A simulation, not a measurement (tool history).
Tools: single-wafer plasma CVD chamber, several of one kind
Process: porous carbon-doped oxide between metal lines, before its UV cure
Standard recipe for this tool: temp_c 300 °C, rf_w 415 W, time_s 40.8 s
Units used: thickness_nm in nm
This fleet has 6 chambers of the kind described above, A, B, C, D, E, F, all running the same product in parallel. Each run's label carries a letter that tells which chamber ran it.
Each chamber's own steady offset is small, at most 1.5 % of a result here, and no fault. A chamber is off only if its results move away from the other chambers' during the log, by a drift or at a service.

run,hour,temp_c,rf_w,time_s,hours since the last thermocouple change,hours since the last RF generator calibration,"read-back reference wafer on the same gauge, thickness_nm",thickness_nm
1E,7.3,300,415,40.8,328.7,855.0,171.99,191.10
2B,18.2,300,415,40.8,2141.7,641.3,172.05,192.22
3C,29.6,300,415,40.8,888.6,942.2,172.03,191.36
4F,38.7,300,415,40.8,614.4,1779.8,172.07,188.82
5D,53.2,300,415,40.8,1589.3,1508.8,172.09,191.82
6A,65.5,300,415,40.8,911.3,471.9,172.09,192.26
7A,73.6,300,415,40.8,919.4,480.0,172.14,192.45
8F,81.2,300,415,40.8,656.9,1822.3,172.19,188.82
9D,90.8,300,415,40.8,1626.9,1546.4,172.18,191.90
10C,100.0,300,415,40.8,959.0,1012.6,172.24,191.72
11B,113.1,300,415,40.8,2236.6,736.2,172.20,191.97
12E,126.7,300,415,40.8,448.1,974.4,172.24,191.61
# hour 134.1: chamber F: RF generator calibrated
13A,134.2,300,480,33.4,980.0,540.6,172.31,176.60
14F,144.1,300,480,33.4,719.8,10.1,172.28,173.26
15B,152.9,300,480,33.4,2276.4,776.0,172.26,176.18
16C,162.9,300,480,33.4,1021.9,1075.5,172.32,176.39
17E,177.7,300,480,33.4,499.1,1025.4,172.40,175.38
18D,190.5,300,480,33.4,1726.6,1646.1,172.39,176.68
19A,203.0,308,415,40.8,1048.8,609.4,172.38,184.67
20F,211.5,308,415,40.8,787.2,77.5,172.44,180.78
21B,220.5,308,415,40.8,2344.0,843.6,172.43,183.82
22C,231.8,308,415,40.8,1090.8,1144.4,172.41,183.84
23E,244.9,308,415,40.8,566.3,1092.6,172.40,183.55
24D,251.6,308,415,40.8,1787.7,1707.2,172.52,183.54
25A,261.0,310,415,40.8,1106.8,667.4,172.49,182.47
# hour 263.5: chamber B: RF generator calibrated
26E,275.7,310,415,40.8,597.1,1123.4,172.49,181.41
27F,288.8,310,415,40.8,864.5,154.8,172.65,179.14
# hour 295.0: chamber A: thermocouple changed; heater temperature recalibrated
28B,298.0,310,415,40.8,2421.5,34.6,172.54,182.37
29C,311.5,310,415,40.8,1170.5,1224.1,172.57,181.73
# hour 321.1: chamber D: thermocouple changed; heater temperature recalibrated
30D,326.3,310,415,40.8,5.3,1781.9,172.60,182.20
31B,341.0,300,415,40.8,2464.5,77.6,172.71,192.71
32E,348.0,300,415,40.8,669.4,1195.7,172.67,191.96
33F,359.5,300,415,37.0,935.2,225.5,172.73,172.24
34A,369.6,300,415,37.0,74.7,776.0,172.75,175.69
35C,383.9,300,415,37.0,1242.9,1296.5,172.79,175.38
36D,391.8,300,415,37.0,70.8,1847.4,172.76,174.51
37E,399.4,300,415,37.0,720.8,1247.1,172.79,174.28
38B,408.8,300,415,37.0,2532.3,145.4,172.82,175.48
39A,416.4,300,415,40.8,121.5,822.8,172.75,193.49

Is one chamber off against the others, does the gauge drift, or is nothing wrong? If a chamber is off, say which, and what the likeliest cause is.

The gauge drifts, so all chambers seem to drift together. No chamber is off.
Cause: gauge reads high (%) = 0.488.
